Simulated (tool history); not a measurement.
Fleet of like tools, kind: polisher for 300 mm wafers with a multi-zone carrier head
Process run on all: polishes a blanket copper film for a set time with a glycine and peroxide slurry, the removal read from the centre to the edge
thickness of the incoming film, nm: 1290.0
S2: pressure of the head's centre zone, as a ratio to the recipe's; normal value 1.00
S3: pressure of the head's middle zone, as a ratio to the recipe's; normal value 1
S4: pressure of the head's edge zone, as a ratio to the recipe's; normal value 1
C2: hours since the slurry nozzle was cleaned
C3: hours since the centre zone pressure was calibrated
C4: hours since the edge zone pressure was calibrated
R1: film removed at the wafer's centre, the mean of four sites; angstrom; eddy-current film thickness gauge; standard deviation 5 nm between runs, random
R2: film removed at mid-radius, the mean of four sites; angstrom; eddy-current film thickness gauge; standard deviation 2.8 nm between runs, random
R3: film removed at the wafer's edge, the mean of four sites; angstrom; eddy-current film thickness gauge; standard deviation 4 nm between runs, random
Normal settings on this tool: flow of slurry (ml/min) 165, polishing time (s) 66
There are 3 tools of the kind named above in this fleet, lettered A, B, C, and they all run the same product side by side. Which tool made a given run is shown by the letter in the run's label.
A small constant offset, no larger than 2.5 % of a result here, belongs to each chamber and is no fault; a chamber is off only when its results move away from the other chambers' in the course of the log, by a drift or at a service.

run 1C hour=8.2 | flow_of_slurry_(ml/min)=165 S2=1.00 S3=1 S4=1 polishing_time_(s)=66 | wafers_polished_on_this_pad=204 C2=466.7 C3=1076.9 C4=136.2 | R1=3610.0 R2=3632.0 R3=3548.9
run 2B hour=14.9 | flow_of_slurry_(ml/min)=165 S2=1.00 S3=1 S4=1 polishing_time_(s)=66 | wafers_polished_on_this_pad=637 C2=74.8 C3=766.8 C4=109.6 | R1=3648.4 R2=3624.3 R3=3609.7
run 3A hour=24.1 | flow_of_slurry_(ml/min)=165 S2=1.00 S3=1 S4=1 polishing_time_(s)=66 | wafers_polished_on_this_pad=631 C2=225.7 C3=346.8 C4=575.2 | R1=3678.1 R2=3543.9 R3=3664.1
run 4A hour=34.3 | flow_of_slurry_(ml/min)=165 S2=1.00 S3=1 S4=1 polishing_time_(s)=66 | wafers_polished_on_this_pad=745 C2=235.9 C3=357.0 C4=585.4 | R1=3709.1 R2=3536.4 R3=3678.3
-- hour=41.9 chamber A: worn pad replaced by a new one
run 5B hour=45.8 | flow_of_slurry_(ml/min)=165 S2=1.00 S3=1 S4=1 polishing_time_(s)=66 | wafers_polished_on_this_pad=981 C2=105.7 C3=797.7 C4=140.5 | R1=3602.2 R2=3568.6 R3=3665.4
-- hour=46.0 chamber C: centre zone pressure recalibrated
-- hour=47.6 chamber B: worn pad replaced by a new one
run 6C hour=53.2 | flow_of_slurry_(ml/min)=165 S2=0.89 S3=1 S4=1 polishing_time_(s)=66 | wafers_polished_on_this_pad=705 C2=511.7 C3=7.2 C4=181.2 | R1=3224.8 R2=3634.1 R3=3564.6
run 7C hour=65.6 | flow_of_slurry_(ml/min)=165 S2=0.89 S3=1 S4=1 polishing_time_(s)=66 | wafers_polished_on_this_pad=844 C2=524.1 C3=19.6 C4=193.6 | R1=3139.4 R2=3664.9 R3=3626.9
run 8A hour=72.5 | flow_of_slurry_(ml/min)=165 S2=0.89 S3=1 S4=1 polishing_time_(s)=66 | wafers_polished_on_this_pad=341 C2=274.1 C3=395.2 C4=623.6 | R1=3191.9 R2=3583.9 R3=3763.0
run 9B hour=86.1 | flow_of_slurry_(ml/min)=165 S2=1.00 S3=1 S4=1 polishing_time_(s)=66 | wafers_polished_on_this_pad=430 C2=146.0 C3=838.0 C4=180.8 | R1=3679.9 R2=3647.8 R3=3662.2
run 10B hour=98.9 | flow_of_slurry_(ml/min)=165 S2=1.00 S3=1 S4=1 polishing_time_(s)=66 | wafers_polished_on_this_pad=572 C2=158.8 C3=850.8 C4=193.6 | R1=3610.5 R2=3604.1 R3=3634.0
-- hour=103.8 chamber A: worn pad replaced by a new one
run 11A hour=111.6 | flow_of_slurry_(ml/min)=165 S2=1.00 S3=1 S4=1 polishing_time_(s)=66 | wafers_polished_on_this_pad=87 C2=313.2 C3=434.3 C4=662.7 | R1=3574.0 R2=3560.2 R3=3596.5
run 12C hour=126.2 | flow_of_slurry_(ml/min)=165 S2=1.00 S3=1 S4=1 polishing_time_(s)=66 | wafers_polished_on_this_pad=1519 C2=584.7 C3=80.2 C4=254.2 | R1=3630.9 R2=3576.7 R3=3576.7
run 13C hour=134.4 | flow_of_slurry_(ml/min)=165 S2=1.00 S3=1 S4=1 polishing_time_(s)=66 | wafers_polished_on_this_pad=1611 C2=592.9 C3=88.4 C4=262.4 | R1=3477.9 R2=3573.0 R3=3567.3
-- hour=138.7 chamber B: worn pad replaced by a new one
run 14A hour=145.5 | flow_of_slurry_(ml/min)=165 S2=1.00 S3=1 S4=1 polishing_time_(s)=66 | wafers_polished_on_this_pad=464 C2=347.1 C3=468.2 C4=696.6 | R1=3732.7 R2=3552.2 R3=3677.9
run 15B hour=155.5 | flow_of_slurry_(ml/min)=165 S2=1.00 S3=1 S4=1 polishing_time_(s)=66 | wafers_polished_on_this_pad=187 C2=215.4 C3=907.4 C4=250.2 | R1=3606.7 R2=3668.0 R3=3614.5
-- hour=166.1 chamber A: worn pad replaced by a new one
run 16B hour=167.4 | flow_of_slurry_(ml/min)=165 S2=1.00 S3=1 S4=1 polishing_time_(s)=66 | wafers_polished_on_this_pad=320 C2=227.3 C3=919.3 C4=262.1 | R1=3553.9 R2=3555.2 R3=3650.3
run 17A hour=174.5 | flow_of_slurry_(ml/min)=165 S2=1.00 S3=1 S4=1 polishing_time_(s)=66 | wafers_polished_on_this_pad=93 C2=376.1 C3=497.2 C4=725.6 | R1=3659.7 R2=3521.0 R3=3622.0
run 18C hour=185.1 | flow_of_slurry_(ml/min)=165 S2=1.00 S3=1 S4=1 polishing_time_(s)=66 | wafers_polished_on_this_pad=2176 C2=643.6 C3=139.1 C4=313.1 | R1=3475.2 R2=3512.9 R3=3453.3
run 19C hour=192.2 | flow_of_slurry_(ml/min)=165 S2=1.00 S3=1 S4=1 polishing_time_(s)=66 | wafers_polished_on_this_pad=2255 C2=650.7 C3=146.2 C4=320.2 | R1=3511.6 R2=3502.0 R3=3457.3
-- hour=200.6 chamber B: centre zone pressure recalibrated
run 20A hour=203.1 | flow_of_slurry_(ml/min)=165 S2=1.00 S3=1 S4=1 polishing_time_(s)=66 | wafers_polished_on_this_pad=412 C2=404.7 C3=525.8 C4=754.2 | R1=3746.6 R2=3583.3 R3=3778.6
run 21B hour=216.7 | flow_of_slurry_(ml/min)=165 S2=1.00 S3=1 S4=1 polishing_time_(s)=66 | wafers_polished_on_this_pad=870 C2=276.6 C3=16.2 C4=311.4 | R1=3494.0 R2=3590.5 R3=3724.9
run 22B hour=228.8 | flow_of_slurry_(ml/min)=165 S2=1.00 S3=1 S4=1 polishing_time_(s)=66 | wafers_polished_on_this_pad=1004 C2=288.7 C3=28.3 C4=323.5 | R1=3523.0 R2=3620.3 R3=3632.1
-- hour=231.4 chamber A: worn pad replaced by a new one
run 23A hour=243.8 | flow_of_slurry_(ml/min)=165 S2=1.00 S3=1 S4=1 polishing_time_(s)=66 | wafers_polished_on_this_pad=138 C2=445.4 C3=566.5 C4=794.9 | R1=3730.5 R2=3576.7 R3=3704.3
run 24C hour=254.2 | flow_of_slurry_(ml/min)=165 S2=1.00 S3=1 S4=1 polishing_time_(s)=66 | wafers_polished_on_this_pad=2946 C2=712.7 C3=208.2 C4=382.2 | R1=3485.2 R2=3414.9 R3=3355.3
-- hour=260.1 chamber C: slurry nozzle cleaned
run 25C hour=267.6 | flow_of_slurry_(ml/min)=165 S2=1.00 S3=1 S4=1 polishing_time_(s)=66 | wafers_polished_on_this_pad=3095 C2=7.5 C3=221.6 C4=395.6 | R1=3410.7 R2=3385.2 R3=3390.6

All chambers now run identical settings, listed one chamber a line with results as question marks. What results will each chamber show?
run 26A hour=278.5 | flow_of_slurry_(ml/min)=165 S2=0.96 S3=1 S4=1 polishing_time_(s)=66 | R1=? R2=? R3=?
run 26B hour=278.5 | flow_of_slurry_(ml/min)=165 S2=0.96 S3=1 S4=1 polishing_time_(s)=66 | R1=? R2=? R3=?
run 26C hour=278.5 | flow_of_slurry_(ml/min)=165 S2=0.96 S3=1 S4=1 polishing_time_(s)=66 | R1=? R2=? R3=?

run=26A R1=3575.1 R2=3597.3 R3=3699.1
run=26B R1=3447.0 R2=3586.4 R3=3610.8
run=26C R1=3231.8 R2=3376.1 R3=3349.6

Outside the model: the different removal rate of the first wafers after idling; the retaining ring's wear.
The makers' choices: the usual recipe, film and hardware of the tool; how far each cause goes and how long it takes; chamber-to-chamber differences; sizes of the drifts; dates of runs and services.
